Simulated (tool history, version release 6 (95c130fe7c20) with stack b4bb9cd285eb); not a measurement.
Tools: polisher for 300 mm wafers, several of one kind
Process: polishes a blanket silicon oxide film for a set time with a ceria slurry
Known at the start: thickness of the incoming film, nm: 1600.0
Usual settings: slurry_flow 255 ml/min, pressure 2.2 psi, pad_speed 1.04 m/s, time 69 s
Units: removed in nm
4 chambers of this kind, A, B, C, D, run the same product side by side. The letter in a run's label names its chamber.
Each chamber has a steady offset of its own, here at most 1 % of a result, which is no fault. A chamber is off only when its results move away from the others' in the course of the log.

| run | hour | slurry_flow | pressure | pad_speed | time | removed |
|---|---|---|---|---|---|---|
| 1A | 8.6 | 255 | 2.2 | 1.04 | 69 | 212.72 |
| 2B | 13.1 | 255 | 2.2 | 1.04 | 69 | 211.71 |
| 3D | 18.5 | 255 | 2.2 | 1.04 | 69 | 208.06 |
| 4C | 23.7 | 255 | 2.2 | 1.04 | 69 | 214.40 |
|  | 25.4 | chamber A: worn pad replaced by a new one |
|  | 27.3 | chamber A: head pressure recalibrated |
| 5A | 32.2 | 255 | 2.2 | 1.04 | 69 | 209.86 |
| 6C | 37.9 | 255 | 2.2 | 1.04 | 69 | 210.93 |
|  | 43.4 | chamber D: worn pad replaced by a new one |
| 7D | 44.2 | 255 | 2.6 | 1.04 | 69 | 248.02 |
| 8B | 50.4 | 255 | 2.6 | 1.04 | 69 | 250.58 |
| 9C | 55.3 | 255 | 2.6 | 1.04 | 69 | 252.14 |
| 10D | 59.6 | 255 | 2.6 | 1.04 | 69 | 249.09 |
|  | 64.0 | chamber C: slurry nozzle cleaned |
| 11B | 64.7 | 255 | 2.2 | 1.04 | 69 | 204.62 |
|  | 69.8 | chamber C: worn pad replaced by a new one |
| 12A | 71.1 | 255 | 2.2 | 1.38 | 69 | 278.20 |
| 13C | 76.3 | 255 | 2.2 | 1.38 | 69 | 279.74 |
| 14A | 83.5 | 255 | 2.2 | 1.38 | 69 | 279.72 |
| 15D | 92.3 | 255 | 2.2 | 1.38 | 69 | 278.14 |
| 16B | 102.1 | 255 | 2.2 | 1.04 | 69 | 203.24 |
| 17B | 110.6 | 255 | 2.2 | 1.04 | 69 | 205.05 |
|  | 111.0 | chamber D: slurry nozzle cleaned |
| 18C | 116.3 | 255 | 2.2 | 1.04 | 69 | 213.02 |
|  | 122.9 | chamber D: worn pad replaced by a new one |
| 19A | 122.9 | 255 | 2.2 | 1.04 | 69 | 210.78 |
|  | 125.0 | chamber C: worn pad replaced by a new one |
| 20D | 132.5 | 255 | 2.2 | 1.04 | 69 | 210.59 |
| 21C | 136.8 | 255 | 2.2 | 1.04 | 69 | 213.78 |
| 22D | 141.4 | 255 | 2.2 | 1.04 | 69 | 211.13 |
| 23A | 147.0 | 255 | 2.2 | 1.04 | 69 | 215.76 |
| 24B | 154.7 | 255 | 2.2 | 1.04 | 69 | 197.73 |
| 25C | 163.7 | 335 | 2.2 | 0.82 | 69 | 173.08 |
| 26A | 171.0 | 335 | 2.2 | 0.82 | 69 | 172.00 |
| 27B | 180.7 | 335 | 2.2 | 0.82 | 69 | 157.51 |
| 28D | 188.0 | 335 | 2.2 | 0.82 | 69 | 165.65 |
|  | 188.4 | chamber D: worn pad replaced by a new one |
| 29D | 195.6 | 255 | 1.8 | 1.04 | 69 | 173.13 |

All 4 chambers run these settings next. Forecast each chamber's results:
| 30A | 202.8 | 255 | 2.2 | 1.04 | 69 | ? |
| 30B | 202.8 | 255 | 2.2 | 1.04 | 69 | ? |
| 30C | 202.8 | 255 | 2.2 | 1.04 | 69 | ? |
| 30D | 202.8 | 255 | 2.2 | 1.04 | 69 | ? |

| run | removed |
|---|---|
| 30A | 210.57 |
| 30B | 190.21 |
| 30C | 211.21 |
| 30D | 208.81 |

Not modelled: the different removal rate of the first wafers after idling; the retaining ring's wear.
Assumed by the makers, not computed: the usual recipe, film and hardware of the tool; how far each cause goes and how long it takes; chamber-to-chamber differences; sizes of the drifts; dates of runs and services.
